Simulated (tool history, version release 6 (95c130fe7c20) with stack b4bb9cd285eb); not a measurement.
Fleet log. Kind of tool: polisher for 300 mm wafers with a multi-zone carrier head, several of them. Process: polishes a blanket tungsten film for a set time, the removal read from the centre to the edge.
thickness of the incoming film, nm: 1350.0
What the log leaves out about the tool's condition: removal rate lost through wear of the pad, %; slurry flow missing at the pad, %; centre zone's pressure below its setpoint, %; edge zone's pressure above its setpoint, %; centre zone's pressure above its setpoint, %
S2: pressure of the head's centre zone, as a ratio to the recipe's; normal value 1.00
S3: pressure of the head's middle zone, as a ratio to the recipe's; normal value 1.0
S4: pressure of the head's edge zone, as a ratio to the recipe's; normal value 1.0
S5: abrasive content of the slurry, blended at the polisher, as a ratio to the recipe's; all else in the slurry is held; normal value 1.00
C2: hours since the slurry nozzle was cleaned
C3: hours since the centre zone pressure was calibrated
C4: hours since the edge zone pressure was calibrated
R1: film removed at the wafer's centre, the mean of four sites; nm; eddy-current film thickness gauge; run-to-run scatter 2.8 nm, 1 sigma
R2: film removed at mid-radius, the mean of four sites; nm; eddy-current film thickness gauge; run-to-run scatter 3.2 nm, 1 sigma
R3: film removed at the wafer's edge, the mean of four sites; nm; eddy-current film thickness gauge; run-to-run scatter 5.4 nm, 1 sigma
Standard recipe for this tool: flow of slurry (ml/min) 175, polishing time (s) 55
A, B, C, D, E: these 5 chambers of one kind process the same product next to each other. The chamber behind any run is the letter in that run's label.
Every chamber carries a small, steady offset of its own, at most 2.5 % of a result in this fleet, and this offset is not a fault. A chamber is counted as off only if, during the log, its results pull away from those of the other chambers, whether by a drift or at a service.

{"run": "1B", "hour": 9.1, "flow of slurry (ml/min)": 175, "S2": 1.0, "S3": 1.0, "S4": 1.0, "S5": 1.0, "polishing time (s)": 55, "wafers polished on this pad": 138, "C2": 633.9, "C3": 1044.5, "C4": 228.2, "R1": 456.5, "R2": 459.8, "R3": 464.15}
{"hour": 11.8, "done": "chamber A: centre zone pressure recalibrated"}
{"hour": 12.3, "done": "chamber A: worn pad replaced by a new one"}
{"run": "2E", "hour": 18.2, "flow of slurry (ml/min)": 175, "S2": 1.0, "S3": 1.0, "S4": 1.0, "S5": 1.0, "polishing time (s)": 55, "wafers polished on this pad": 692, "C2": 347.0, "C3": 133.3, "C4": 484.0, "R1": 456.08, "R2": 454.41, "R3": 460.45}
{"run": "3C", "hour": 22.6, "flow of slurry (ml/min)": 175, "S2": 1.0, "S3": 1.0, "S4": 1.0, "S5": 1.0, "polishing time (s)": 55, "wafers polished on this pad": 379, "C2": 85.8, "C3": 868.2, "C4": 386.0, "R1": 465.2, "R2": 453.84, "R3": 457.83}
{"run": "4A", "hour": 31.5, "flow of slurry (ml/min)": 175, "S2": 1.0, "S3": 1.0, "S4": 1.0, "S5": 1.0, "polishing time (s)": 55, "wafers polished on this pad": 204, "C2": 182.4, "C3": 19.8, "C4": 342.9, "R1": 456.14, "R2": 455.01, "R3": 451.72}
{"hour": 38.2, "done": "chamber E: slurry nozzle cleaned"}
{"run": "5D", "hour": 41.1, "flow of slurry (ml/min)": 175, "S2": 1.0, "S3": 1.0, "S4": 1.0, "S5": 1.0, "polishing time (s)": 55, "wafers polished on this pad": 453, "C2": 213.1, "C3": 737.8, "C4": 501.5, "R1": 457.03, "R2": 456.46, "R3": 455.54}
{"run": "6E", "hour": 48.1, "flow of slurry (ml/min)": 175, "S2": 1.0, "S3": 1.0, "S4": 1.0, "S5": 1.0, "polishing time (s)": 55, "wafers polished on this pad": 1009, "C2": 10.0, "C3": 163.2, "C4": 513.9, "R1": 456.87, "R2": 453.81, "R3": 447.58}
{"run": "7D", "hour": 53.9, "flow of slurry (ml/min)": 175, "S2": 1.0, "S3": 1.0, "S4": 1.0, "S5": 1.0, "polishing time (s)": 55, "wafers polished on this pad": 589, "C2": 225.9, "C3": 750.6, "C4": 514.3, "R1": 453.28, "R2": 458.27, "R3": 454.71}
{"run": "8B", "hour": 61.7, "flow of slurry (ml/min)": 175, "S2": 1.0, "S3": 1.0, "S4": 1.0, "S5": 1.0, "polishing time (s)": 55, "wafers polished on this pad": 696, "C2": 686.5, "C3": 1097.1, "C4": 280.8, "R1": 459.2, "R2": 467.16, "R3": 457.22}
{"hour": 65.1, "done": "chamber B: worn pad replaced by a new one"}
{"run": "9C", "hour": 66.1, "flow of slurry (ml/min)": 175, "S2": 1.0, "S3": 1.0, "S4": 1.0, "S5": 1.0, "polishing time (s)": 55, "wafers polished on this pad": 840, "C2": 129.3, "C3": 911.7, "C4": 429.5, "R1": 463.28, "R2": 450.7, "R3": 459.6}
{"run": "10A", "hour": 70.5, "flow of slurry (ml/min)": 175, "S2": 1.0, "S3": 1.0, "S4": 1.0, "S5": 1.0, "polishing time (s)": 55, "wafers polished on this pad": 617, "C2": 221.4, "C3": 58.8, "C4": 381.9, "R1": 454.02, "R2": 455.19, "R3": 459.02}
{"hour": 76.0, "done": "chamber C: worn pad replaced by a new one"}
{"run": "11B", "hour": 79.9, "flow of slurry (ml/min)": 175, "S2": 1.0, "S3": 1.0, "S4": 1.0, "S5": 1.0, "polishing time (s)": 55, "wafers polished on this pad": 157, "C2": 704.7, "C3": 1115.3, "C4": 299.0, "R1": 462.15, "R2": 459.8, "R3": 459.3}
{"run": "12E", "hour": 87.2, "flow of slurry (ml/min)": 175, "S2": 1.06, "S3": 1.0, "S4": 1.0, "S5": 1.0, "polishing time (s)": 55, "wafers polished on this pad": 1423, "C2": 49.1, "C3": 202.3, "C4": 553.0, "R1": 487.9, "R2": 453.69, "R3": 445.09}
{"run": "13C", "hour": 94.3, "flow of slurry (ml/min)": 175, "S2": 1.06, "S3": 1.0, "S4": 1.0, "S5": 1.0, "polishing time (s)": 55, "wafers polished on this pad": 193, "C2": 157.5, "C3": 939.9, "C4": 457.7, "R1": 494.29, "R2": 458.35, "R3": 451.39}
{"run": "14D", "hour": 103.1, "flow of slurry (ml/min)": 175, "S2": 1.06, "S3": 1.0, "S4": 1.0, "S5": 1.0, "polishing time (s)": 55, "wafers polished on this pad": 1110, "C2": 275.1, "C3": 799.8, "C4": 563.5, "R1": 485.5, "R2": 455.4, "R3": 444.82}
{"hour": 107.9, "done": "chamber B: slurry nozzle cleaned"}
{"run": "15A", "hour": 112.2, "flow of slurry (ml/min)": 175, "S2": 1.06, "S3": 1.0, "S4": 1.0, "S5": 1.0, "polishing time (s)": 55, "wafers polished on this pad": 1059, "C2": 263.1, "C3": 100.5, "C4": 423.6, "R1": 492.98, "R2": 454.77, "R3": 465.37}
{"hour": 114.9, "done": "chamber A: slurry nozzle cleaned"}
{"hour": 115.6, "done": "chamber C: centre zone pressure recalibrated"}
{"hour": 115.8, "done": "chamber D: worn pad replaced by a new one"}
{"hour": 120.7, "done": "chamber A: worn pad replaced by a new one"}
{"run": "16C", "hour": 121.9, "flow of slurry (ml/min)": 175, "S2": 1.06, "S3": 1.0, "S4": 1.0, "S5": 1.0, "polishing time (s)": 55, "wafers polished on this pad": 486, "C2": 185.1, "C3": 6.4, "C4": 485.3, "R1": 489.88, "R2": 448.38, "R3": 455.9}
{"hour": 124.0, "done": "chamber B: worn pad replaced by a new one"}
{"run": "17B", "hour": 127.6, "flow of slurry (ml/min)": 175, "S2": 1.0, "S3": 1.0, "S4": 1.0, "S5": 1.0, "polishing time (s)": 55, "wafers polished on this pad": 38, "C2": 19.8, "C3": 1163.0, "C4": 346.7, "R1": 449.22, "R2": 466.65, "R3": 458.72}
{"run": "18E", "hour": 134.7, "flow of slurry (ml/min)": 175, "S2": 1.0, "S3": 1.0, "S4": 1.0, "S5": 1.0, "polishing time (s)": 55, "wafers polished on this pad": 1926, "C2": 96.6, "C3": 249.8, "C4": 600.5, "R1": 458.37, "R2": 456.01, "R3": 446.74}
{"run": "19D", "hour": 142.9, "flow of slurry (ml/min)": 175, "S2": 1.0, "S3": 1.0, "S4": 0.9, "S5": 1.15, "polishing time (s)": 55, "wafers polished on this pad": 287, "C2": 314.9, "C3": 839.6, "C4": 603.3, "R1": 472.49, "R2": 475.25, "R3": 440.19}
{"run": "20A", "hour": 147.8, "flow of slurry (ml/min)": 175, "S2": 1.0, "S3": 1.0, "S4": 0.9, "S5": 1.15, "polishing time (s)": 55, "wafers polished on this pad": 287, "C2": 33.0, "C3": 136.1, "C4": 459.2, "R1": 472.85, "R2": 474.52, "R3": 445.64}
{"run": "21D", "hour": 154.2, "flow of slurry (ml/min)": 175, "S2": 1.0, "S3": 1.0, "S4": 0.9, "S5": 1.15, "polishing time (s)": 55, "wafers polished on this pad": 407, "C2": 326.2, "C3": 850.9, "C4": 614.6, "R1": 474.56, "R2": 473.24, "R3": 447.4}
{"hour": 154.3, "done": "chamber D: slurry nozzle cleaned"}
{"run": "22C", "hour": 163.7, "flow of slurry (ml/min)": 175, "S2": 1.0, "S3": 1.0, "S4": 0.9, "S5": 1.15, "polishing time (s)": 55, "wafers polished on this pad": 929, "C2": 226.9, "C3": 48.2, "C4": 527.1, "R1": 475.65, "R2": 465.19, "R3": 448.72}
{"hour": 165.2, "done": "chamber C: worn pad replaced by a new one"}
{"run": "23A", "hour": 173.1, "flow of slurry (ml/min)": 175, "S2": 1.0, "S3": 1.0, "S4": 0.9, "S5": 1.15, "polishing time (s)": 55, "wafers polished on this pad": 555, "C2": 58.3, "C3": 161.4, "C4": 484.5, "R1": 472.25, "R2": 475.64, "R3": 453.11}
{"run": "24E", "hour": 177.8, "flow of slurry (ml/min)": 175, "S2": 1.0, "S3": 0.9, "S4": 1.0, "S5": 1.0, "polishing time (s)": 69, "wafers polished on this pad": 2383, "C2": 139.7, "C3": 292.9, "C4": 643.6, "R1": 563.15, "R2": 513.36, "R3": 566.04}
{"hour": 181.7, "done": "chamber B: worn pad replaced by a new one"}
{"run": "25B", "hour": 184.8, "flow of slurry (ml/min)": 175, "S2": 1.0, "S3": 0.9, "S4": 1.0, "S5": 1.0, "polishing time (s)": 69, "wafers polished on this pad": 33, "C2": 77.0, "C3": 1220.2, "C4": 403.9, "R1": 567.86, "R2": 526.44, "R3": 585.91}
{"hour": 190.9, "done": "chamber B: centre zone pressure recalibrated"}
{"run": "26B", "hour": 194.2, "flow of slurry (ml/min)": 175, "S2": 1.0, "S3": 0.9, "S4": 1.0, "S5": 1.0, "polishing time (s)": 69, "wafers polished on this pad": 132, "C2": 86.4, "C3": 3.3, "C4": 413.3, "R1": 569.61, "R2": 530.58, "R3": 573.12}
{"run": "27A", "hour": 200.0, "flow of slurry (ml/min)": 175, "S2": 1.0, "S3": 0.9, "S4": 1.0, "S5": 1.0, "polishing time (s)": 69, "wafers polished on this pad": 840, "C2": 85.2, "C3": 188.3, "C4": 511.4, "R1": 568.31, "R2": 526.87, "R3": 570.92}
{"hour": 206.0, "done": "chamber A: edge zone pressure recalibrated"}
{"run": "28C", "hour": 206.2, "flow of slurry (ml/min)": 175, "S2": 1.0, "S3": 0.9, "S4": 1.0, "S5": 1.0, "polishing time (s)": 69, "wafers polished on this pad": 434, "C2": 269.4, "C3": 90.7, "C4": 569.6, "R1": 575.01, "R2": 518.76, "R3": 584.26}
{"run": "29D", "hour": 210.7, "flow of slurry (ml/min)": 175, "S2": 1.0, "S3": 1.0, "S4": 1.0, "S5": 1.0, "polishing time (s)": 55, "wafers polished on this pad": 1006, "C2": 56.5, "C3": 907.4, "C4": 671.1, "R1": 453.42, "R2": 452.6, "R3": 453.35}
{"hour": 214.1, "done": "chamber A: worn pad replaced by a new one"}
{"run": "30E", "hour": 215.4, "flow of slurry (ml/min)": 175, "S2": 1.0, "S3": 1.0, "S4": 1.0, "S5": 1.0, "polishing time (s)": 55, "wafers polished on this pad": 2781, "C2": 177.3, "C3": 330.5, "C4": 681.2, "R1": 444.46, "R2": 445.03, "R3": 453.01}
{"run": "31A", "hour": 219.7, "flow of slurry (ml/min)": 175, "S2": 1.0, "S3": 1.0, "S4": 1.0, "S5": 1.0, "polishing time (s)": 55, "wafers polished on this pad": 60, "C2": 104.9, "C3": 208.0, "C4": 13.7, "R1": 450.5, "R2": 454.6, "R3": 457.26}
{"run": "32B", "hour": 226.6, "flow of slurry (ml/min)": 175, "S2": 1.0, "S3": 1.0, "S4": 1.0, "S5": 1.0, "polishing time (s)": 55, "wafers polished on this pad": 475, "C2": 118.8, "C3": 35.7, "C4": 445.7, "R1": 458.4, "R2": 470.24, "R3": 455.74}
{"run": "33D", "hour": 232.2, "flow of slurry (ml/min)": 175, "S2": 1.0, "S3": 1.0, "S4": 1.0, "S5": 1.0, "polishing time (s)": 42, "wafers polished on this pad": 1233, "C2": 78.0, "C3": 928.9, "C4": 692.6, "R1": 350.6, "R2": 342.88, "R3": 344.52}
{"run": "34E", "hour": 239.8, "flow of slurry (ml/min)": 175, "S2": 1.0, "S3": 1.0, "S4": 1.0, "S5": 1.0, "polishing time (s)": 42, "wafers polished on this pad": 3040, "C2": 201.7, "C3": 354.9, "C4": 705.6, "R1": 342.41, "R2": 335.13, "R3": 335.84}
{"run": "35C", "hour": 246.1, "flow of slurry (ml/min)": 175, "S2": 1.0, "S3": 1.0, "S4": 1.0, "S5": 1.0, "polishing time (s)": 42, "wafers polished on this pad": 857, "C2": 309.3, "C3": 130.6, "C4": 609.5, "R1": 351.22, "R2": 345.8, "R3": 350.86}
{"hour": 253.1, "done": "chamber C: worn pad replaced by a new one"}
{"run": "36A", "hour": 254.2, "flow of slurry (ml/min)": 175, "S2": 1.0, "S3": 1.0, "S4": 1.0, "S5": 1.0, "polishing time (s)": 42, "wafers polished on this pad": 425, "C2": 139.4, "C3": 242.5, "C4": 48.2, "R1": 347.05, "R2": 348.54, "R3": 343.35}
{"run": "37C", "hour": 261.9, "flow of slurry (ml/min)": 175, "S2": 1.0, "S3": 1.0, "S4": 1.0, "S5": 1.0, "polishing time (s)": 42, "wafers polished on this pad": 93, "C2": 325.1, "C3": 146.4, "C4": 625.3, "R1": 351.6, "R2": 345.15, "R3": 350.98}

The same settings go to every chamber for the next run, one line per chamber below. Forecast the results for each:
{"run": "38A", "hour": 268.8, "flow of slurry (ml/min)": 175, "S2": 1.0, "S3": 1.0, "S4": 1.0, "S5": 1.0, "polishing time (s)": 55, "R1": "?", "R2": "?", "R3": "?"}
{"run": "38B", "hour": 268.8, "flow of slurry (ml/min)": 175, "S2": 1.0, "S3": 1.0, "S4": 1.0, "S5": 1.0, "polishing time (s)": 55, "R1": "?", "R2": "?", "R3": "?"}
{"run": "38C", "hour": 268.8, "flow of slurry (ml/min)": 175, "S2": 1.0, "S3": 1.0, "S4": 1.0, "S5": 1.0, "polishing time (s)": 55, "R1": "?", "R2": "?", "R3": "?"}
{"run": "38D", "hour": 268.8, "flow of slurry (ml/min)": 175, "S2": 1.0, "S3": 1.0, "S4": 1.0, "S5": 1.0, "polishing time (s)": 55, "R1": "?", "R2": "?", "R3": "?"}
{"run": "38E", "hour": 268.8, "flow of slurry (ml/min)": 175, "S2": 1.0, "S3": 1.0, "S4": 1.0, "S5": 1.0, "polishing time (s)": 55, "R1": "?", "R2": "?", "R3": "?"}

run=38A R1=455.90 R2=454.76 R3=457.15
run=38B R1=455.66 R2=469.87 R3=453.47
run=38C R1=462.98 R2=450.98 R3=461.00
run=38D R1=455.48 R2=452.80 R3=459.14
run=38E R1=443.43 R2=436.97 R3=434.19
